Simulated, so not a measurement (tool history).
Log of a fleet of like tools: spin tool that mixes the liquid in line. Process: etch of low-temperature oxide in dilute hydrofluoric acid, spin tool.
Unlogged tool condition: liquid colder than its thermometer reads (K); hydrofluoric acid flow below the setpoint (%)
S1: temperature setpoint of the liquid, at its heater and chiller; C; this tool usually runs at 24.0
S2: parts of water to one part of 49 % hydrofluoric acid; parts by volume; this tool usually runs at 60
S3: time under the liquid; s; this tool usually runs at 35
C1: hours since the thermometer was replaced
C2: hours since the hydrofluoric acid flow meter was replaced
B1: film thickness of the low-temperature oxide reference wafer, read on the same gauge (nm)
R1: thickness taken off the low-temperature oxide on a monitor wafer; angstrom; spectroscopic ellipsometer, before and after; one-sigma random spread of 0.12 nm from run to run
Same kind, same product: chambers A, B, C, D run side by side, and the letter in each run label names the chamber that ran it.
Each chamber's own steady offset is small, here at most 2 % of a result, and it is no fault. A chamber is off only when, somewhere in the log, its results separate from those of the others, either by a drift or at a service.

run     day    S1  S2  S3      C1     C2      B1       R1
 1D   0.467  24.0  60  35   555.4  141.2  90.017  134.150
      0.754  -- chamber C: hydrofluoric acid flow meter replaced
 2A   0.862  24.0  60  35    59.5  586.6  90.012  130.420
 3C   1.400  24.0  60  35  1013.4   15.5  90.002  129.330
 4B   1.929  24.0  60  35   658.2  266.1  90.003  132.830
 5C   2.229  24.0  60  35  1033.3   35.4  90.015  128.580
 6B   2.525  24.0  60  35   672.5  280.4  89.987  132.450
 7D   3.050  24.0  60  35   617.4  203.2  89.993  133.650
 8A   3.421  24.0  60  20   120.9  648.0  90.000   75.031
 9B   3.696  24.0  60  20   700.6  308.5  89.998   76.595
10C   4.225  24.0  60  20  1081.2   83.3  90.003   75.060
11A   4.696  24.0  60  20   151.5  678.6  89.983   74.891
12D   4.975  24.0  60  35   663.6  249.4  89.976  132.100
13D   5.371  24.0  45  35   673.1  258.9  89.990  178.930
14B   5.767  24.0  45  35   750.3  358.2  90.003  183.590
15C   6.267  24.0  45  35  1130.2  132.3  89.980  173.800
      6.300  -- chamber A: hydrofluoric acid flow meter replaced
16A   6.696  24.0  45  35   199.5    9.6  90.026  180.080
17B   7.283  24.0  60  35   786.7  394.6  90.013  133.010
18C   7.750  24.0  60  35  1165.8  167.9  90.003  129.620
19A   8.350  24.0  60  35   239.2   49.3  90.003  130.980
20D   8.712  24.0  60  35   753.3  339.1  89.995  131.680
21B   9.292  24.0  60  35   834.9  442.8  89.986  131.770
22D   9.567  24.0  60  35   773.8  359.6  90.013  134.050
23C   9.846  24.0  60  35  1216.1  218.2  90.004  127.280
24A  10.108  24.0  60  35   281.4   91.5  90.010  129.820
25B  10.388  24.0  60  35   861.2  469.1  89.998  131.600
     10.646  -- chamber B: hydrofluoric acid flow meter replaced
26D  10.762  24.0  60  35   802.5  388.3  89.986  131.860
27C  11.225  24.0  60  35  1249.2  251.3  90.006  126.480
28A  11.808  24.0  60  35   322.2  132.3  89.986  131.830
29C  12.133  24.0  60  35  1271.0  273.1  89.987  126.400
30B  12.458  20.5  60  45   910.9   43.5  89.979  148.850
31A  12.921  20.5  60  45   348.9  159.0  90.018  145.400
32D  13.304  20.5  60  45   863.5  449.3  90.002  145.920
33C  13.758  20.5  60  45  1310.0  312.1  90.002  140.950
34A  14.067  24.0  75  35   376.4  186.5  90.004  103.880
     14.317  -- chamber B: thermometer replaced
35D  14.662  24.0  75  35   896.1  481.9  89.991  102.740
36B  15.067  24.0  75  35    18.1  106.1  89.985  104.670
37C  15.367  24.0  75  35  1348.6  350.7  89.988   96.251
38B  15.938  27.5  60  55    39.0  127.0  90.004  239.980
39A  16.421  27.5  60  55   432.9  243.0  90.014  233.580
40D  16.750  27.5  60  55   946.2  532.0  90.020  240.710
41B  17.308  27.5  60  55    71.9  159.9  90.004  237.750

Which is it: a chamber that has drifted or been left off by a service, a gauge drift common to all chambers, or only each chamber's usual small offset? If a chamber is off, name it and its likeliest cause.

One chamber, C, drifts off from the rest bit by bit.
What lies behind it: liquid colder than its thermometer reads (K) = 1.24.
The log may not tell that from: hydrofluoric acid flow below the setpoint (%).

Chamber C could run next with any of the 4 candidate recipes listed below; each alters the usual settings, and their results appear as question marks. Which one brings its results back in line with what the other chambers deliver on the usual settings?
In-line tolerance around the mean of the other chambers on the usual settings: R1 4.100 angstrom
42C-1  17.738  25.5  60  35               ?
42C-2  17.738  22.5  60  35               ?
42C-3  17.738  27.0  60  35               ?
42C-4  17.738  21.0  60  35               ?

Average result of the remaining chambers running the usual settings: R1 131.660 angstrom
  run       R1
42C-1  131.070
42C-2  115.580
42C-3  139.390
42C-4  108.430
42C-1 puts the chamber back in line with the other chambers.
